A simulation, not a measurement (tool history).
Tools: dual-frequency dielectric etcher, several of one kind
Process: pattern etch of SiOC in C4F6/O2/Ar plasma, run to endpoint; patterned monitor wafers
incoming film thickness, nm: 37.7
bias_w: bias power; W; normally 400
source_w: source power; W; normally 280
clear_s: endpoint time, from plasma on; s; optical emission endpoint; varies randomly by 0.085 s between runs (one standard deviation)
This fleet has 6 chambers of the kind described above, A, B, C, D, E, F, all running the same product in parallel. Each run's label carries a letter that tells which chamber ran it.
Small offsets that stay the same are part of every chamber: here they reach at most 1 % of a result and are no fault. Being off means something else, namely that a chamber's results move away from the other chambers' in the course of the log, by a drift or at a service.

run	hour	bias_w	source_w	hours since the last wet clean	hours since the last bias power generator calibration	hours since the last source power generator calibration	clear_s
1F	4.5	400	280	53.7	2322	2162.8	15.836
2A	8.5	400	280	231.4	299.9	759.4	15.743
3E	15.5	400	280	245.3	2144.2	1883.5	15.542
4C	21.5	400	280	154.6	5040.5	1860.5	15.723
5B	29	400	280	276.7	983.4	1238.2	15.714
6D	34.1	400	280	347.4	2176.4	133.2	15.988
7C	41.6	472	240	174.7	5060.6	1880.6	15.672
8A	48.3	472	240	271.2	339.7	799.2	15.589
9B	54.5	472	240	302.2	1008.9	1263.7	15.803
10D	63.5	472	240	376.8	2205.8	162.6	15.993
11E	71.5	472	240	301.3	2200.2	1939.5	15.682
12F	76.5	472	240	125.7	2394	2234.8	15.838
13D	84.1	400	280	397.4	2226.4	183.2	15.81
14F	90.8	400	280	140	2408.3	2249.1	15.576
15C	96	400	280	229.1	5115	1935	15.627
# hour 98.7: chamber C: bias power generator calibrated
16E	100.8	457	330	330.6	2229.5	1968.8	13.97
17B	107.2	457	330	354.9	1061.6	1316.4	14.295
18A	114.1	457	330	337	405.5	865	14.076
# hour 116: chamber D: wet clean of the chamber
19C	118.3	457	330	251.4	19.7	1957.3	14.023
20D	122.7	457	330	6.7	2265	221.8	14.267
21F	129.9	457	330	179.1	2447.4	2288.2	14.007
22E	136.4	317	330	366.2	2265.1	2004.4	16.063
23A	143.6	317	330	366.5	435	894.5	16.067
# hour 146.5: chamber E: wet clean of the chamber
24B	149.3	317	330	397	1103.7	1358.5	16.597
25A	155.7	317	330	378.6	447.1	906.6	16.142
26C	162.1	317	330	295.2	63.5	2001.1	16.143
27D	166.6	317	330	50.6	2308.9	265.7	16.094
28B	174.2	400	280	421.9	1128.6	1383.4	16.23
29F	179.8	400	280	229	2497.3	2338.1	15.82
# hour 180.2: chamber A: wet clean of the chamber
30E	188.3	400	280	41.9	2317	2056.3	15.661
31B	195.2	400	280	442.9	1149.6	1404.4	16.27
32C	202.5	400	280	335.6	103.9	2041.5	15.737
33D	206.8	400	280	90.8	2349.1	305.9	15.848
34E	214.5	400	280	68.1	2343.2	2082.5	15.756
35F	221	319	330	270.2	2538.5	2379.3	16.072
36A	227.1	319	330	47	518.5	978	16.104
37A	232.4	319	330	52.3	523.8	983.3	16.197
# hour 235.6: chamber C: wet clean of the chamber
38D	236.9	319	330	120.9	2379.2	336	16.254
39C	245.9	319	330	10.3	147.3	2084.9	16.168
40F	251.2	319	330	300.4	2568.7	2409.5	16.062
41B	256.1	400	280	503.8	1210.5	1465.3	16.344
# hour 261.5: chamber E: source power generator calibrated
42E	263.5	400	280	117.1	2392.2	2.1	15.537
43D	267.6	400	280	151.6	2409.9	366.7	15.849
# hour 271.4: chamber F: wet clean of the chamber
44F	275.1	400	280	3.7	2592.6	2433.4	15.813

Is one chamber out of step, is the gauge drifting, or do the chambers differ by no more than their own small offsets? For an off chamber, give its letter and the likeliest cause.

Chamber B drifts away from the others.
Most likely cause: etch rate under this chamber's usual, % = 4.54.

Here are 4 candidates for chamber B's next run, each the usual settings with a change, their results left as question marks. Which one brings its results back in line with what the others give on the usual settings?
Allowed miss from the other chambers' usual-settings mean, per result, to count as in line: clear_s 0.3 s
45B-1	281.6	400	220				?
45B-2	281.6	400	310				?
45B-3	281.6	400	250				?
45B-4	281.6	449	320				?

Usual-settings mean across the other chambers: clear_s 15.755 s
run	clear_s
45B-1	18.036
45B-2	15.858
45B-3	17.191
45B-4	15.02
It is 45B-2 that realigns the chamber with its peers.

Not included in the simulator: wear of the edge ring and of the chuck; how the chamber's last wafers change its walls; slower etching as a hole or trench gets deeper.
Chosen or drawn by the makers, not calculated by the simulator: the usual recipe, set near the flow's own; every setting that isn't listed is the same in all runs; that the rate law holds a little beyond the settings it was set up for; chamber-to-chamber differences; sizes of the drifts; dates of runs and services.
